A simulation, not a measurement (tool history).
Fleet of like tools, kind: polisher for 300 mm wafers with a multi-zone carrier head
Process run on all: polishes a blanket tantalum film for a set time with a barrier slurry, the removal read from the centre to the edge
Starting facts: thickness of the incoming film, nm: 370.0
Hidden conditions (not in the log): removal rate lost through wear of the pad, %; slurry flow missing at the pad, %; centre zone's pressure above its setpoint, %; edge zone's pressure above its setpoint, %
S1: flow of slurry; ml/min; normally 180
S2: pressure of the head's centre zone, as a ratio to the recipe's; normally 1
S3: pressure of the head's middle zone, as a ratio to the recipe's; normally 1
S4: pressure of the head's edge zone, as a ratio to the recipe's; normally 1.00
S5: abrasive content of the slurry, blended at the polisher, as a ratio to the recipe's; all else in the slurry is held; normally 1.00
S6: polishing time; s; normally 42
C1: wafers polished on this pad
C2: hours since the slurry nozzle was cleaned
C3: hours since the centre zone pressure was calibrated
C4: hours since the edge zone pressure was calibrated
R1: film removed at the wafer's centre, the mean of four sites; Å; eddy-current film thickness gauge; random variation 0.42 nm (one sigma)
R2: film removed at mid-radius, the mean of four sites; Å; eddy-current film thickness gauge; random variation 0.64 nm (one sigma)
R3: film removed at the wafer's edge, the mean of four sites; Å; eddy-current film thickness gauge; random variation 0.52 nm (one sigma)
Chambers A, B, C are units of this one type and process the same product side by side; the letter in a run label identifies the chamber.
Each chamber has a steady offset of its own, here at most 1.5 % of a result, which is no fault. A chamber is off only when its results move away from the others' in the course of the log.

{"day": 0.225, "done": "chamber B: worn pad replaced by a new one"}
{"run": "1B", "day": 0.229, "S1": 180, "S2": 1, "S3": 1, "S4": 1.0, "S5": 1.0, "S6": 42, "C1": 1, "C2": 123.3, "C3": 558.9, "C4": 761.9, "R1": 502.37, "R2": 510.2, "R3": 500.8}
{"run": "2A", "day": 0.442, "S1": 180, "S2": 1, "S3": 1, "S4": 1.0, "S5": 1.0, "S6": 42, "C1": 363, "C2": 116.2, "C3": 802.3, "C4": 36.0, "R1": 510.26, "R2": 512.12, "R3": 502.32}
{"run": "3C", "day": 0.825, "S1": 180, "S2": 1, "S3": 1, "S4": 1.0, "S5": 1.0, "S6": 42, "C1": 284, "C2": 113.0, "C3": 371.3, "C4": 573.4, "R1": 498.78, "R2": 512.07, "R3": 506.43}
{"run": "4A", "day": 1.083, "S1": 180, "S2": 1, "S3": 1, "S4": 1.0, "S5": 1.0, "S6": 42, "C1": 501, "C2": 131.6, "C3": 817.7, "C4": 51.4, "R1": 507.59, "R2": 507.31, "R3": 497.94}
{"day": 1.192, "done": "chamber A: worn pad replaced by a new one"}
{"run": "5B", "day": 1.292, "S1": 180, "S2": 1, "S3": 1, "S4": 1.0, "S5": 1.0, "S6": 42, "C1": 230, "C2": 148.8, "C3": 584.4, "C4": 787.4, "R1": 496.98, "R2": 510.5, "R3": 500.37}
{"run": "6C", "day": 1.608, "S1": 180, "S2": 1, "S3": 1, "S4": 1.0, "S5": 1.0, "S6": 42, "C1": 453, "C2": 131.8, "C3": 390.1, "C4": 592.2, "R1": 504.5, "R2": 505.74, "R3": 507.47}
{"run": "7B", "day": 1.833, "S1": 180, "S2": 1, "S3": 1, "S4": 1.0, "S5": 1.0, "S6": 42, "C1": 347, "C2": 161.8, "C3": 597.4, "C4": 800.4, "R1": 494.91, "R2": 507.69, "R3": 500.49}
{"run": "8C", "day": 2.262, "S1": 180, "S2": 1, "S3": 1, "S4": 1.0, "S5": 1.0, "S6": 42, "C1": 593, "C2": 147.5, "C3": 405.8, "C4": 607.9, "R1": 513.95, "R2": 491.43, "R3": 494.73}
{"run": "9A", "day": 2.596, "S1": 180, "S2": 1, "S3": 1, "S4": 1.0, "S5": 1.0, "S6": 42, "C1": 303, "C2": 167.9, "C3": 854.0, "C4": 87.7, "R1": 511.92, "R2": 507.51, "R3": 507.95}
{"run": "10A", "day": 2.946, "S1": 180, "S2": 1, "S3": 1, "S4": 1.0, "S5": 1.0, "S6": 42, "C1": 378, "C2": 176.3, "C3": 862.4, "C4": 96.1, "R1": 513.25, "R2": 503.15, "R3": 493.46}
{"run": "11C", "day": 3.15, "S1": 180, "S2": 1, "S3": 1, "S4": 1.0, "S5": 1.0, "S6": 42, "C1": 785, "C2": 168.8, "C3": 427.1, "C4": 629.2, "R1": 511.13, "R2": 504.88, "R3": 503.93}
{"run": "12B", "day": 3.388, "S1": 180, "S2": 1, "S3": 1, "S4": 1.0, "S5": 1.0, "S6": 42, "C1": 681, "C2": 199.1, "C3": 634.7, "C4": 837.7, "R1": 495.59, "R2": 508.14, "R3": 497.66}
{"day": 3.504, "done": "chamber B: worn pad replaced by a new one"}
{"run": "13A", "day": 3.721, "S1": 180, "S2": 1, "S3": 1, "S4": 1.0, "S5": 1.0, "S6": 42, "C1": 545, "C2": 194.9, "C3": 881.0, "C4": 114.7, "R1": 502.56, "R2": 503.06, "R3": 502.12}
{"day": 3.921, "done": "chamber A: worn pad replaced by a new one"}
{"run": "14B", "day": 3.925, "S1": 180, "S2": 1, "S3": 1, "S4": 1.0, "S5": 1.0, "S6": 42, "C1": 91, "C2": 212.0, "C3": 647.6, "C4": 850.6, "R1": 494.96, "R2": 509.01, "R3": 494.74}
{"run": "15C", "day": 4.258, "S1": 180, "S2": 1, "S3": 1, "S4": 1.0, "S5": 1.0, "S6": 42, "C1": 1023, "C2": 195.4, "C3": 453.7, "C4": 655.8, "R1": 497.45, "R2": 501.17, "R3": 494.2}
{"run": "16C", "day": 4.575, "S1": 180, "S2": 1, "S3": 1, "S4": 1.05, "S5": 1.0, "S6": 42, "C1": 1092, "C2": 203.0, "C3": 461.3, "C4": 663.4, "R1": 507.4, "R2": 496.29, "R3": 505.21}
{"run": "17A", "day": 5.008, "S1": 180, "S2": 1, "S3": 1, "S4": 1.05, "S5": 1.0, "S6": 42, "C1": 234, "C2": 225.8, "C3": 911.9, "C4": 145.6, "R1": 503.38, "R2": 502.11, "R3": 522.76}
{"day": 5.15, "done": "chamber C: worn pad replaced by a new one"}
{"run": "18B", "day": 5.467, "S1": 180, "S2": 1, "S3": 1, "S4": 1.05, "S5": 1.0, "S6": 42, "C1": 423, "C2": 249.0, "C3": 684.6, "C4": 887.6, "R1": 500.47, "R2": 503.03, "R3": 522.3}
{"run": "19A", "day": 5.783, "S1": 180, "S2": 1, "S3": 1, "S4": 1.0, "S5": 1.0, "S6": 42, "C1": 401, "C2": 244.4, "C3": 930.5, "C4": 164.2, "R1": 511.31, "R2": 507.25, "R3": 504.44}
{"run": "20C", "day": 5.996, "S1": 180, "S2": 1, "S3": 1, "S4": 1.0, "S5": 1.0, "S6": 42, "C1": 182, "C2": 237.1, "C3": 495.4, "C4": 697.5, "R1": 506.7, "R2": 513.84, "R3": 500.98}
{"run": "21B", "day": 6.358, "S1": 180, "S2": 1, "S3": 1, "S4": 1.0, "S5": 1.0, "S6": 42, "C1": 615, "C2": 270.4, "C3": 706.0, "C4": 909.0, "R1": 496.7, "R2": 518.24, "R3": 490.77}
{"day": 6.538, "done": "chamber B: worn pad replaced by a new one"}
{"day": 6.558, "done": "chamber A: worn pad replaced by a new one"}
{"run": "22C", "day": 6.654, "S1": 180, "S2": 1, "S3": 1, "S4": 1.0, "S5": 0.75, "S6": 30, "C1": 324, "C2": 252.9, "C3": 511.2, "C4": 713.3, "R1": 330.72, "R2": 330.14, "R3": 324.51}
{"run": "23B", "day": 7.012, "S1": 180, "S2": 1, "S3": 1, "S4": 1.0, "S5": 0.75, "S6": 30, "C1": 102, "C2": 286.1, "C3": 721.7, "C4": 924.7, "R1": 318.06, "R2": 333.74, "R3": 329.6}
{"run": "24A", "day": 7.383, "S1": 180, "S2": 1, "S3": 1, "S4": 1.0, "S5": 0.75, "S6": 30, "C1": 178, "C2": 282.8, "C3": 968.9, "C4": 202.6, "R1": 333.07, "R2": 326.79, "R3": 322.63}
{"day": 7.567, "done": "chamber B: centre zone pressure recalibrated"}
{"day": 7.625, "done": "chamber A: slurry nozzle cleaned"}
{"run": "25B", "day": 7.842, "S1": 180, "S2": 1, "S3": 1, "S4": 1.0, "S5": 1.0, "S6": 42, "C1": 281, "C2": 306.0, "C3": 6.6, "C4": 944.6, "R1": 537.03, "R2": 516.03, "R3": 498.41}
{"day": 7.846, "done": "chamber C: centre zone pressure recalibrated"}
{"run": "26C", "day": 8.208, "S1": 180, "S2": 1, "S3": 1, "S4": 1.0, "S5": 1.0, "S6": 42, "C1": 659, "C2": 290.2, "C3": 8.7, "C4": 750.6, "R1": 504.62, "R2": 505.27, "R3": 499.52}
{"day": 8.288, "done": "chamber C: slurry nozzle cleaned"}
{"run": "27A", "day": 8.467, "S1": 180, "S2": 1, "S3": 1, "S4": 1.0, "S5": 1.0, "S6": 42, "C1": 411, "C2": 20.3, "C3": 994.9, "C4": 228.6, "R1": 502.63, "R2": 495.69, "R3": 506.87}
{"run": "28A", "day": 8.917, "S1": 180, "S2": 1, "S3": 1, "S4": 1.0, "S5": 1.0, "S6": 42, "C1": 508, "C2": 31.1, "C3": 1005.7, "C4": 239.4, "R1": 505.58, "R2": 499.02, "R3": 505.55}
{"run": "29B", "day": 9.229, "S1": 180, "S2": 1, "S3": 1, "S4": 1.0, "S5": 1.0, "S6": 42, "C1": 580, "C2": 339.3, "C3": 39.9, "C4": 977.9, "R1": 545.8, "R2": 501.85, "R3": 505.35}
{"day": 9.346, "done": "chamber A: worn pad replaced by a new one"}
{"run": "30C", "day": 9.45, "S1": 180, "S2": 1, "S3": 1, "S4": 1.0, "S5": 1.0, "S6": 42, "C1": 926, "C2": 28.0, "C3": 38.5, "C4": 780.4, "R1": 506.79, "R2": 502.37, "R3": 500.14}
{"day": 9.683, "done": "chamber A: centre zone pressure recalibrated"}
{"run": "31A", "day": 9.775, "S1": 180, "S2": 1, "S3": 1, "S4": 1.0, "S5": 1.0, "S6": 42, "C1": 92, "C2": 51.7, "C3": 2.2, "C4": 260.0, "R1": 504.43, "R2": 494.85, "R3": 502.26}
{"day": 10.1, "done": "chamber B: worn pad replaced by a new one"}
{"run": "32B", "day": 10.225, "S1": 180, "S2": 1, "S3": 1, "S4": 1.0, "S5": 1.0, "S6": 42, "C1": 27, "C2": 363.2, "C3": 63.8, "C4": 1001.8, "R1": 533.41, "R2": 505.18, "R3": 500.13}
{"day": 10.558, "done": "chamber C: worn pad replaced by a new one"}
{"run": "33C", "day": 10.667, "S1": 180, "S2": 1, "S3": 1, "S4": 1.0, "S5": 1.0, "S6": 56, "C1": 23, "C2": 57.2, "C3": 67.7, "C4": 809.6, "R1": 673.26, "R2": 680.39, "R3": 662.11}
{"run": "34A", "day": 11.108, "S1": 180, "S2": 1, "S3": 1, "S4": 1.0, "S5": 1.0, "S6": 56, "C1": 379, "C2": 83.7, "C3": 34.2, "C4": 292.0, "R1": 675.08, "R2": 685.04, "R3": 664.43}
{"run": "35C", "day": 11.517, "S1": 180, "S2": 1, "S3": 1, "S4": 1.0, "S5": 1.0, "S6": 56, "C1": 207, "C2": 77.6, "C3": 88.1, "C4": 830.0, "R1": 671.5, "R2": 676.94, "R3": 668.68}
{"day": 11.679, "done": "chamber A: worn pad replaced by a new one"}
{"run": "36B", "day": 11.975, "S1": 180, "S2": 1, "S3": 1, "S4": 1.0, "S5": 1.0, "S6": 42, "C1": 404, "C2": 405.2, "C3": 105.8, "C4": 1043.8, "R1": 543.53, "R2": 503.24, "R3": 509.62}
{"run": "37B", "day": 12.221, "S1": 180, "S2": 1, "S3": 1, "S4": 1.0, "S5": 1.0, "S6": 42, "C1": 456, "C2": 411.1, "C3": 111.7, "C4": 1049.7, "R1": 547.52, "R2": 495.31, "R3": 505.67}
{"run": "38C", "day": 12.671, "S1": 220, "S2": 1, "S3": 1, "S4": 1.0, "S5": 1.0, "S6": 42, "C1": 455, "C2": 105.3, "C3": 115.8, "C4": 857.7, "R1": 524.7, "R2": 523.87, "R3": 513.63}
{"run": "39A", "day": 13.083, "S1": 220, "S2": 1, "S3": 1, "S4": 1.0, "S5": 1.0, "S6": 42, "C1": 302, "C2": 131.1, "C3": 81.6, "C4": 339.4, "R1": 525.21, "R2": 512.57, "R3": 513.45}

Which is it: a chamber that has drifted or been left off by a service, a gauge drift common to all chambers, or only each chamber's usual small offset? If a chamber is off, name it and its likeliest cause.

After it was serviced, chamber B no longer matches the other chambers.
Cause: centre zone's pressure above its setpoint, % = 7.88.

Here are 4 candidates for chamber B's next run, each the usual settings with a change, their results left as question marks. Which one brings its results back in line with what the others give on the usual settings?
To be in line, a result may differ from the other chambers' mean on the usual settings by at most: R1 15.00 Å; R2 22.00 Å; R3 18.00 Å
{"run": "40B-1", "day": 13.412, "S1": 175, "S2": 0.95, "S3": 1.01, "S4": 1.02, "S5": 1.0, "S6": 42, "R1": "?", "R2": "?", "R3": "?"}
{"run": "40B-2", "day": 13.412, "S1": 180, "S2": 1.01, "S3": 1.0, "S4": 1.0, "S5": 1.0, "S6": 42, "R1": "?", "R2": "?", "R3": "?"}
{"run": "40B-3", "day": 13.412, "S1": 185, "S2": 1.05, "S3": 0.99, "S4": 0.98, "S5": 1.0, "S6": 42, "R1": "?", "R2": "?", "R3": "?"}
{"run": "40B-4", "day": 13.412, "S1": 180, "S2": 0.99, "S3": 1.0, "S4": 1.0, "S5": 1.0, "S6": 42, "R1": "?", "R2": "?", "R3": "?"}

Usual-settings mean across the other chambers: R1 506.15 Å; R2 504.74 Å; R3 501.40 Å
run=40B-1 R1=511.70 R2=513.80 R3=505.84
run=40B-2 R1=549.83 R2=511.42 R3=502.41
run=40B-3 R1=576.29 R2=508.94 R3=498.85
run=40B-4 R1=538.01 R2=511.48 R3=502.41
40B-1 is the one that brings the chamber's results back in line with the other chambers.
